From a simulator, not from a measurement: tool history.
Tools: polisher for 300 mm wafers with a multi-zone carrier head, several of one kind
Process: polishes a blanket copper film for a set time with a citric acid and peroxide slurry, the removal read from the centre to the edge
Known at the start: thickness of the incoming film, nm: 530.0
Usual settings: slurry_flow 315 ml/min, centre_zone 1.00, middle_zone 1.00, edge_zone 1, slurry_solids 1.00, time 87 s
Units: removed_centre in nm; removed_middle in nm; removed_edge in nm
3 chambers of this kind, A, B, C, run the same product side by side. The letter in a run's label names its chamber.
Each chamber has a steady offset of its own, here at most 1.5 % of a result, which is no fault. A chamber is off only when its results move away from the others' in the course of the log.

run,hour,slurry_flow,centre_zone,middle_zone,edge_zone,slurry_solids,time,wafers polished on this pad,hours since the slurry nozzle was cleaned,hours since the centre zone pressure was calibrated,hours since the edge zone pressure was calibrated,removed_centre,removed_middle,removed_edge
1B,6.3,315,1.00,1.00,1,1.00,87,841,202.5,601.0,149.0,151.37,153.24,150.45
# hour 10.3: chamber B: worn pad replaced by a new one
# hour 11.7: chamber C: worn pad replaced by a new one
2C,13.8,315,1.00,1.00,1,1.00,87,13,35.1,233.0,744.1,155.45,153.17,153.10
3A,25.0,315,1.00,1.00,1,1.00,87,319,77.3,515.6,523.8,153.40,152.09,152.25
4B,32.5,315,1.00,1.00,1,1.00,87,136,228.7,627.2,175.2,150.46,153.51,154.03
5A,46.2,315,1.00,1.00,1,1.00,87,450,98.5,536.8,545.0,152.89,151.53,152.04
6C,54.8,315,1.00,1.00,1,1.00,87,265,76.1,274.0,785.1,152.33,152.80,157.24
7B,67.0,315,1.00,1.00,1,1.00,87,348,263.2,661.7,209.7,150.70,153.12,148.89
8A,79.3,315,1.00,1.00,1,1.00,87,653,131.6,569.9,578.1,153.31,150.98,153.67
# hour 83.5: chamber A: worn pad replaced by a new one
9C,93.4,315,1.00,1.00,1,1.00,87,502,114.7,312.6,823.7,150.53,150.31,152.92
10C,105.7,315,1.00,1.00,1,1.00,87,577,127.0,324.9,836.0,153.27,156.27,153.36
# hour 109.8: chamber C: worn pad replaced by a new one
11A,114.5,315,1.00,1.00,1,1.00,87,190,166.8,605.1,613.3,155.10,151.63,152.36
12B,125.5,315,1.00,1.00,1,1.00,75,707,321.7,720.2,268.2,129.78,129.00,129.58
13C,137.2,315,1.00,1.00,1,1.00,75,168,158.5,356.4,867.5,133.68,131.59,132.20
14A,149.4,315,1.00,1.00,1,1.00,75,405,201.7,640.0,648.2,133.61,132.23,131.86
15B,157.7,315,1.12,1.08,1,1.00,87,905,353.9,752.4,300.4,168.56,162.14,151.65
# hour 160.8: chamber B: worn pad replaced by a new one
16A,164.0,315,1.12,1.08,1,1.00,87,494,216.3,654.6,662.8,172.60,164.79,151.54
17B,171.4,315,1.12,1.08,1,1.00,87,65,367.6,766.1,314.1,168.57,166.54,151.80
18C,180.7,395,1.00,1.00,1,1.00,112,436,202.0,399.9,911.0,197.55,199.23,205.77
# hour 185.6: chamber C: centre zone pressure recalibrated
# hour 186.4: chamber A: worn pad replaced by a new one
19B,194.3,395,1.00,1.00,1,1.00,112,206,390.5,789.0,337.0,200.06,201.92,197.13
20C,208.2,395,1.00,1.00,1,1.00,112,605,229.5,22.7,938.5,201.83,200.32,194.49
# hour 209.1: chamber C: worn pad replaced by a new one
21A,218.5,315,1.00,1.00,1,1.00,87,197,270.8,709.1,717.3,154.76,150.47,154.56
22C,225.4,315,1.00,1.00,1,0.75,87,100,246.7,39.9,955.7,143.10,144.91,146.64
23B,235.6,315,1.00,1.00,1,0.75,87,460,431.8,830.3,378.3,143.64,143.45,141.33
24A,243.7,315,1.00,1.00,1,0.75,87,352,296.0,734.3,742.5,144.34,141.22,138.76
# hour 246.3: chamber A: centre zone pressure recalibrated
25A,255.5,315,1.00,1.00,1,1.00,87,424,307.8,9.2,754.3,152.76,150.51,152.21

All 3 chambers run these settings next. Forecast each chamber's results:
26A,265.7,315,1.00,1.00,1,1.00,87,,,,,?,?,?
26B,265.7,315,1.00,1.00,1,1.00,87,,,,,?,?,?
26C,265.7,315,1.00,1.00,1,1.00,87,,,,,?,?,?

run,removed_centre,removed_middle,removed_edge
26A,153.78,152.80,156.40
26B,149.89,154.36,149.63
26C,152.69,151.97,149.58
